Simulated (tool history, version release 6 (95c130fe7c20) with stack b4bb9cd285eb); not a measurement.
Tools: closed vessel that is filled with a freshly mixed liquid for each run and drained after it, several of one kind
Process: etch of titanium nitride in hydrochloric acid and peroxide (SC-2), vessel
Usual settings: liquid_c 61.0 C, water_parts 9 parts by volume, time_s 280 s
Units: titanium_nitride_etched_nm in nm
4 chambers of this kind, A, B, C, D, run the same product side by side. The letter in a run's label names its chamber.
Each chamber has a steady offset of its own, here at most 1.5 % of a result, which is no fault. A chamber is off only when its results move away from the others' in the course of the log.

run,day,liquid_c,water_parts,time_s,"read-back film thickness of the titanium nitride reference wafer, read on the same gauge (nm)",titanium_nitride_etched_nm
1A,0.212,61.0,9,280,50.047,15.4230
2C,0.467,61.0,9,280,49.968,15.5660
3D,0.829,61.0,9,280,49.977,15.0790
4B,1.167,61.0,9,280,49.989,15.2830
5A,1.571,61.0,9,280,50.016,15.4300
6D,1.788,51.5,9,160,49.994,4.6271
7B,2.117,51.5,9,160,49.958,4.8840
# day 2.250: chamber D: new drum of peroxide connected
8C,2.579,51.5,9,160,49.992,4.7837
9B,3.046,51.5,9,160,49.995,4.7271
10A,3.462,61.0,9,280,49.998,15.2610
11C,3.850,61.0,9,280,50.028,15.0550
12D,4.225,61.0,9,280,50.047,14.9450
13C,4.508,61.0,9,280,49.998,15.0050
14D,4.929,61.0,9,280,49.989,15.1950
# day 5.000: chamber B: new drum of peroxide connected
15B,5.375,56.0,9,280,49.978,11.1580
# day 5.429: chamber C: new drum of peroxide connected
16A,5.633,56.0,9,280,50.008,11.0790
17A,5.900,56.0,9,280,49.982,11.3730
18C,6.342,56.0,9,280,49.986,10.5800
19D,6.796,61.0,9,280,49.991,14.9920
20B,7.196,61.0,9,280,50.015,15.1870
21D,7.658,61.0,9,280,49.999,15.1850
22B,7.888,61.0,9,280,50.016,15.2850
23C,8.325,56.5,11,280,49.989,8.9559
24A,8.633,56.5,11,280,50.015,9.8815
25A,9.046,56.5,11,280,50.018,9.7351

All 4 chambers run these settings next. Forecast each chamber's results:
26A,9.379,61.0,7,280,,?
26B,9.379,61.0,7,280,,?
26C,9.379,61.0,7,280,,?
26D,9.379,61.0,7,280,,?

run,titanium_nitride_etched_nm
26A,18.6660
26B,19.0220
26C,16.5410
26D,18.5570
